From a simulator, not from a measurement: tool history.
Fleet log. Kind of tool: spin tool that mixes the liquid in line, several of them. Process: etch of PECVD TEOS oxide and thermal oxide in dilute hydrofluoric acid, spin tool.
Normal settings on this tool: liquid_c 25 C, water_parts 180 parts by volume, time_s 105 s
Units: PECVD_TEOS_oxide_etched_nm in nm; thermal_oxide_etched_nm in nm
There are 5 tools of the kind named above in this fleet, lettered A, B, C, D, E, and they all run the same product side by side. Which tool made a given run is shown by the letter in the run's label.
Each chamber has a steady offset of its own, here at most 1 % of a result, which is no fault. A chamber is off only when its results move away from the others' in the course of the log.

run	hour	liquid_c	water_parts	time_s	hours since the thermometer was replaced	hours since the hydrofluoric acid flow meter was replaced	read-back film thickness of the PECVD TEOS oxide reference wafer, read on the same gauge (nm)	read-back film thickness of the thermal oxide reference wafer, read on the same gauge (nm)	PECVD_TEOS_oxide_etched_nm	thermal_oxide_etched_nm
1A	7.9	25	180	105	1551.8	580.1	69.998	89.974	6.4985	2.6821
2C	17.9	25	180	105	35.9	190.2	69.982	89.968	6.5107	2.7247
3E	29.7	25	180	105	267.3	299.2	70.013	90.026	6.5585	2.7350
4D	35.6	25	180	105	1995.8	323.6	70.014	89.989	6.5722	2.7018
5B	42.6	25	240	140	378.8	273.2	69.994	89.982	6.1558	2.5632
6C	49.9	25	240	140	67.9	222.2	70.004	89.991	6.1275	2.5032
7D	55.9	25	240	140	2016.1	343.9	69.973	89.984	6.1642	2.5386
8B	68.1	25	240	140	404.3	298.7	70.000	89.977	6.2660	2.5843
9E	79.6	25	240	140	317.2	349.1	70.011	89.994	6.1097	2.5097
10A	90.7	25	180	105	1634.6	662.9	69.961	89.982	6.6460	2.7145
11C	100.7	25	180	105	118.7	273.0	70.000	89.983	6.5350	2.6942
12E	109.5	25	180	105	347.1	379.0	69.993	90.009	6.6318	2.7298
13A	115.2	25	180	105	1659.1	687.4	70.002	90.019	6.6123	2.7342
14D	124.5	25	100	105	2084.7	412.5	70.000	89.996	12.9100	5.3381
15B	136.3	25	100	105	472.5	366.9	69.980	89.974	13.3100	5.5044
16E	143.2	25	100	105	380.8	412.7	70.008	90.001	12.9930	5.4207
17D	150.0	25	100	105	2110.2	438.0	69.971	90.017	12.7470	5.3151
18C	162.6	25	100	105	180.6	334.9	70.003	90.002	13.1030	5.4021
19B	174.6	25	180	105	510.8	405.2	70.005	90.020	6.6118	2.7461
20A	184.9	25	180	105	1728.8	757.1	70.013	90.014	6.6365	2.7224
21A	193.0	25	180	105	1736.9	765.2	70.001	89.957	6.5566	2.7561
22D	201.4	25	180	105	2161.6	489.4	69.983	89.989	6.6092	2.7167
23E	207.3	25	180	105	444.9	476.8	69.973	89.983	6.6810	2.7433
24B	218.4	29	180	105	554.6	449.0	69.961	90.033	7.6617	3.2061
25C	225.2	29	180	105	243.2	397.5	70.005	90.002	7.5153	3.1300
26C	230.7	29	180	105	248.7	403.0	70.020	89.977	7.6754	3.1538
27D	241.0	29	180	105	2201.2	529.0	69.983	90.038	7.5732	3.1289
28A	247.0	29	180	105	1790.9	819.2	70.013	90.025	7.5817	3.2114
29B	258.9	25	180	105	595.1	489.5	69.996	89.992	6.5591	2.7358
30E	266.6	25	180	105	504.2	536.1	70.002	90.000	6.5303	2.7689
31A	272.7	25	180	105	1816.6	844.9	69.996	90.020	6.5035	2.6901
32D	284.5	25	180	105	2244.7	572.5	69.976	90.002	6.6118	2.6791

What goes on in this fleet: one chamber off, a drifting gauge, or nothing beyond the chambers' own small offsets? Name the chamber and the cause, if any.

The fleet is healthy, with each chamber sitting at its usual small offset and no drift in the gauge.
